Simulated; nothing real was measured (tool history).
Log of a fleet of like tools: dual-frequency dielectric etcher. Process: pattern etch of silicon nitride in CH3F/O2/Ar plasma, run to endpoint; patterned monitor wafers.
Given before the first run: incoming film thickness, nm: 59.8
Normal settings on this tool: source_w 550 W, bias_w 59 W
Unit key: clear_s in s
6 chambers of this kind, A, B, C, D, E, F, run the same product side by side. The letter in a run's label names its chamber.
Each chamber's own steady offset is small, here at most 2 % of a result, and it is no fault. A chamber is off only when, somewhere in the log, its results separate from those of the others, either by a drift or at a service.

| run | hour | source_w | bias_w | clear_s |
|---|---|---|---|---|
| 1E | 9.8 | 550 | 59 | 81.804 |
| 2D | 20.0 | 550 | 59 | 81.954 |
| 3B | 27.7 | 550 | 59 | 82.001 |
| 4F | 39.6 | 550 | 59 | 81.957 |
| 5A | 49.7 | 550 | 59 | 83.201 |
| 6C | 59.9 | 630 | 68 | 74.921 |
|  | 62.0 | chamber D: bias power generator calibrated |
| 7B | 67.3 | 630 | 68 | 74.083 |
| 8E | 76.9 | 630 | 68 | 74.454 |
| 9C | 86.4 | 630 | 68 | 74.948 |
| 10F | 93.1 | 630 | 68 | 73.987 |
| 11D | 103.0 | 630 | 68 | 73.714 |
| 12A | 113.1 | 550 | 59 | 83.081 |
| 13C | 120.8 | 550 | 59 | 83.038 |
| 14F | 127.7 | 550 | 59 | 81.736 |
| 15A | 134.3 | 660 | 45 | 83.920 |
|  | 135.4 | chamber E: source power generator calibrated |
|  | 137.0 | chamber C: wet clean of the chamber |
| 16D | 144.6 | 660 | 45 | 82.566 |
| 17B | 156.8 | 660 | 45 | 82.468 |
|  | 157.6 | chamber F: wet clean of the chamber |
| 18E | 164.1 | 660 | 45 | 82.824 |
| 19B | 172.2 | 660 | 45 | 82.609 |
| 20A | 184.4 | 660 | 45 | 83.816 |
| 21F | 193.9 | 550 | 59 | 81.942 |
| 22E | 203.4 | 550 | 59 | 82.065 |
| 23D | 214.2 | 550 | 59 | 81.551 |
| 24C | 220.2 | 550 | 59 | 82.194 |
| 25A | 232.8 | 480 | 53 | 91.322 |
| 26F | 239.2 | 480 | 53 | 89.159 |
| 27E | 248.8 | 480 | 53 | 89.463 |
| 28B | 259.6 | 480 | 53 | 89.281 |
| 29D | 268.4 | 480 | 53 | 89.116 |
| 30C | 281.8 | 480 | 53 | 90.168 |
| 31F | 292.3 | 550 | 59 | 81.804 |
| 32B | 299.8 | 550 | 59 | 81.766 |
| 33A | 311.0 | 550 | 59 | 83.024 |
| 34E | 322.2 | 550 | 59 | 81.732 |
|  | 332.8 | chamber D: wet clean of the chamber |
| 35D | 334.0 | 550 | 59 | 81.259 |
| 36C | 341.0 | 550 | 59 | 82.227 |
| 37C | 354.1 | 550 | 59 | 83.100 |
| 38B | 365.4 | 640 | 67 | 74.179 |
|  | 365.7 | chamber A: wet clean of the chamber |
| 39A | 372.3 | 640 | 67 | 75.033 |

What goes on in this fleet: one chamber off, a drifting gauge, or nothing beyond the chambers' own small offsets? Name the chamber and the cause, if any.

Beyond each chamber's small constant offset nothing stands out, and the gauge stays steady.
